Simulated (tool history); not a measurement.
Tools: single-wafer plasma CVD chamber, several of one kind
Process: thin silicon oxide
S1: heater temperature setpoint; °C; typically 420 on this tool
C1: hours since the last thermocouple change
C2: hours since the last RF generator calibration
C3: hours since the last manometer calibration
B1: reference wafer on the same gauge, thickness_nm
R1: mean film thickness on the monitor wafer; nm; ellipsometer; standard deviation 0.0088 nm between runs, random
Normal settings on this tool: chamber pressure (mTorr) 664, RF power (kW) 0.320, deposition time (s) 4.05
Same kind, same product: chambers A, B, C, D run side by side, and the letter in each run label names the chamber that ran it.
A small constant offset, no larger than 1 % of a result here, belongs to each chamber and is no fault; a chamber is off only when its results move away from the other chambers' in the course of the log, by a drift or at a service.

run 1C hour=7.0 | S1=420 chamber_pressure_(mTorr)=664 RF_power_(kW)=0.320 deposition_time_(s)=4.05 | C1=340.9 C2=633.9 C3=644.4 | B1=5.0512 | R1=6.2385
run 2B hour=18.4 | S1=420 chamber_pressure_(mTorr)=664 RF_power_(kW)=0.320 deposition_time_(s)=4.05 | C1=1021.9 C2=220.1 C3=1177.2 | B1=5.0512 | R1=6.2107
run 3D hour=25.5 | S1=420 chamber_pressure_(mTorr)=664 RF_power_(kW)=0.320 deposition_time_(s)=4.05 | C1=259.3 C2=925.6 C3=1050.7 | B1=5.0518 | R1=6.1917
run 4A hour=36.2 | S1=420 chamber_pressure_(mTorr)=664 RF_power_(kW)=0.320 deposition_time_(s)=4.05 | C1=134.7 C2=893.0 C3=375.5 | B1=5.0526 | R1=6.2124
run 5B hour=44.9 | S1=420 chamber_pressure_(mTorr)=664 RF_power_(kW)=0.320 deposition_time_(s)=4.59 | C1=1048.4 C2=246.6 C3=1203.7 | B1=5.0538 | R1=7.0338
run 6A hour=56.1 | S1=420 chamber_pressure_(mTorr)=664 RF_power_(kW)=0.320 deposition_time_(s)=4.59 | C1=154.6 C2=912.9 C3=395.4 | B1=5.0524 | R1=7.0521
run 7C hour=65.5 | S1=420 chamber_pressure_(mTorr)=664 RF_power_(kW)=0.320 deposition_time_(s)=4.59 | C1=399.4 C2=692.4 C3=702.9 | B1=5.0542 | R1=7.0645
run 8D hour=74.9 | S1=420 chamber_pressure_(mTorr)=664 RF_power_(kW)=0.320 deposition_time_(s)=4.59 | C1=308.7 C2=975.0 C3=1100.1 | B1=5.0556 | R1=7.0145
run 9C hour=81.8 | S1=420 chamber_pressure_(mTorr)=664 RF_power_(kW)=0.320 deposition_time_(s)=4.05 | C1=415.7 C2=708.7 C3=719.2 | B1=5.0550 | R1=6.2157
run 10A hour=93.4 | S1=428 chamber_pressure_(mTorr)=664 RF_power_(kW)=0.320 deposition_time_(s)=3.72 | C1=191.9 C2=950.2 C3=432.7 | B1=5.0558 | R1=5.6894
run 11D hour=105.8 | S1=428 chamber_pressure_(mTorr)=664 RF_power_(kW)=0.320 deposition_time_(s)=3.72 | C1=339.6 C2=1005.9 C3=1131.0 | B1=5.0588 | R1=5.6576
run 12B hour=114.0 | S1=428 chamber_pressure_(mTorr)=664 RF_power_(kW)=0.320 deposition_time_(s)=3.72 | C1=1117.5 C2=315.7 C3=1272.8 | B1=5.0591 | R1=5.6748
run 13B hour=126.8 | S1=428 chamber_pressure_(mTorr)=664 RF_power_(kW)=0.320 deposition_time_(s)=3.72 | C1=1130.3 C2=328.5 C3=1285.6 | B1=5.0592 | R1=5.6797
run 14A hour=141.0 | S1=420 chamber_pressure_(mTorr)=780 RF_power_(kW)=0.320 deposition_time_(s)=4.05 | C1=239.5 C2=997.8 C3=480.3 | B1=5.0615 | R1=7.3402
run 15C hour=149.1 | S1=420 chamber_pressure_(mTorr)=780 RF_power_(kW)=0.320 deposition_time_(s)=4.05 | C1=483.0 C2=776.0 C3=786.5 | B1=5.0601 | R1=7.3462
run 16D hour=157.1 | S1=420 chamber_pressure_(mTorr)=780 RF_power_(kW)=0.320 deposition_time_(s)=4.05 | C1=390.9 C2=1057.2 C3=1182.3 | B1=5.0631 | R1=7.3089
run 17A hour=167.3 | S1=420 chamber_pressure_(mTorr)=780 RF_power_(kW)=0.320 deposition_time_(s)=4.05 | C1=265.8 C2=1024.1 C3=506.6 | B1=5.0628 | R1=7.3326
run 18B hour=174.3 | S1=420 chamber_pressure_(mTorr)=664 RF_power_(kW)=0.320 deposition_time_(s)=4.05 | C1=1177.8 C2=376.0 C3=1333.1 | B1=5.0633 | R1=6.2142
run 19D hour=188.8 | S1=420 chamber_pressure_(mTorr)=664 RF_power_(kW)=0.320 deposition_time_(s)=4.05 | C1=422.6 C2=1088.9 C3=1214.0 | B1=5.0643 | R1=6.1963
run 20C hour=200.7 | S1=412 chamber_pressure_(mTorr)=664 RF_power_(kW)=0.320 deposition_time_(s)=4.05 | C1=534.6 C2=827.6 C3=838.1 | B1=5.0651 | R1=6.2841
run 21D hour=214.1 | S1=412 chamber_pressure_(mTorr)=664 RF_power_(kW)=0.320 deposition_time_(s)=4.05 | C1=447.9 C2=1114.2 C3=1239.3 | B1=5.0668 | R1=6.2277
run 22A hour=227.3 | S1=412 chamber_pressure_(mTorr)=664 RF_power_(kW)=0.320 deposition_time_(s)=4.05 | C1=325.8 C2=1084.1 C3=566.6 | B1=5.0694 | R1=6.2541
run 23B hour=234.5 | S1=412 chamber_pressure_(mTorr)=664 RF_power_(kW)=0.320 deposition_time_(s)=4.05 | C1=1238.0 C2=436.2 C3=1393.3 | B1=5.0672 | R1=6.2600
-- hour=237.9 chamber B: capacitance manometer re-zeroed and calibrated
run 24C hour=245.1 | S1=420 chamber_pressure_(mTorr)=752 RF_power_(kW)=0.320 deposition_time_(s)=4.05 | C1=579.0 C2=872.0 C3=882.5 | B1=5.0689 | R1=7.1115
-- hour=249.8 chamber B: thermocouple changed; heater temperature recalibrated
run 25A hour=259.4 | S1=420 chamber_pressure_(mTorr)=752 RF_power_(kW)=0.320 deposition_time_(s)=4.05 | C1=357.9 C2=1116.2 C3=598.7 | B1=5.0694 | R1=7.0872
run 26C hour=274.2 | S1=420 chamber_pressure_(mTorr)=752 RF_power_(kW)=0.320 deposition_time_(s)=4.05 | C1=608.1 C2=901.1 C3=911.6 | B1=5.0716 | R1=7.1026
run 27D hour=287.8 | S1=420 chamber_pressure_(mTorr)=752 RF_power_(kW)=0.320 deposition_time_(s)=4.05 | C1=521.6 C2=1187.9 C3=1313.0 | B1=5.0720 | R1=7.0795
run 28B hour=300.9 | S1=420 chamber_pressure_(mTorr)=664 RF_power_(kW)=0.320 deposition_time_(s)=4.05 | C1=51.2 C2=502.6 C3=63.0 | B1=5.0723 | R1=6.2310
run 29D hour=309.9 | S1=420 chamber_pressure_(mTorr)=664 RF_power_(kW)=0.320 deposition_time_(s)=4.05 | C1=543.7 C2=1210.0 C3=1335.1 | B1=5.0739 | R1=6.2080
run 30B hour=320.3 | S1=420 chamber_pressure_(mTorr)=664 RF_power_(kW)=0.320 deposition_time_(s)=4.05 | C1=70.6 C2=522.0 C3=82.4 | B1=5.0742 | R1=6.2331
run 31C hour=334.2 | S1=420 chamber_pressure_(mTorr)=664 RF_power_(kW)=0.320 deposition_time_(s)=4.05 | C1=668.1 C2=961.1 C3=971.6 | B1=5.0736 | R1=6.2517
run 32A hour=344.9 | S1=420 chamber_pressure_(mTorr)=664 RF_power_(kW)=0.320 deposition_time_(s)=4.05 | C1=443.4 C2=1201.7 C3=684.2 | B1=5.0771 | R1=6.2445
run 33A hour=359.4 | S1=420 chamber_pressure_(mTorr)=664 RF_power_(kW)=0.320 deposition_time_(s)=4.05 | C1=457.9 C2=1216.2 C3=698.7 | B1=5.0762 | R1=6.2456
run 34C hour=369.5 | S1=420 chamber_pressure_(mTorr)=664 RF_power_(kW)=0.320 deposition_time_(s)=4.05 | C1=703.4 C2=996.4 C3=1006.9 | B1=5.0789 | R1=6.2796

Next, all 4 chambers run the settings below, one line each with question marks for the results. What does each chamber give?
run 35A hour=380.3 | S1=420 chamber_pressure_(mTorr)=664 RF_power_(kW)=0.265 deposition_time_(s)=4.05 | R1=?
run 35B hour=380.3 | S1=420 chamber_pressure_(mTorr)=664 RF_power_(kW)=0.265 deposition_time_(s)=4.05 | R1=?
run 35C hour=380.3 | S1=420 chamber_pressure_(mTorr)=664 RF_power_(kW)=0.265 deposition_time_(s)=4.05 | R1=?
run 35D hour=380.3 | S1=420 chamber_pressure_(mTorr)=664 RF_power_(kW)=0.265 deposition_time_(s)=4.05 | R1=?

run=35A R1=5.7668
run=35B R1=5.7820
run=35C R1=5.7769
run=35D R1=5.7412
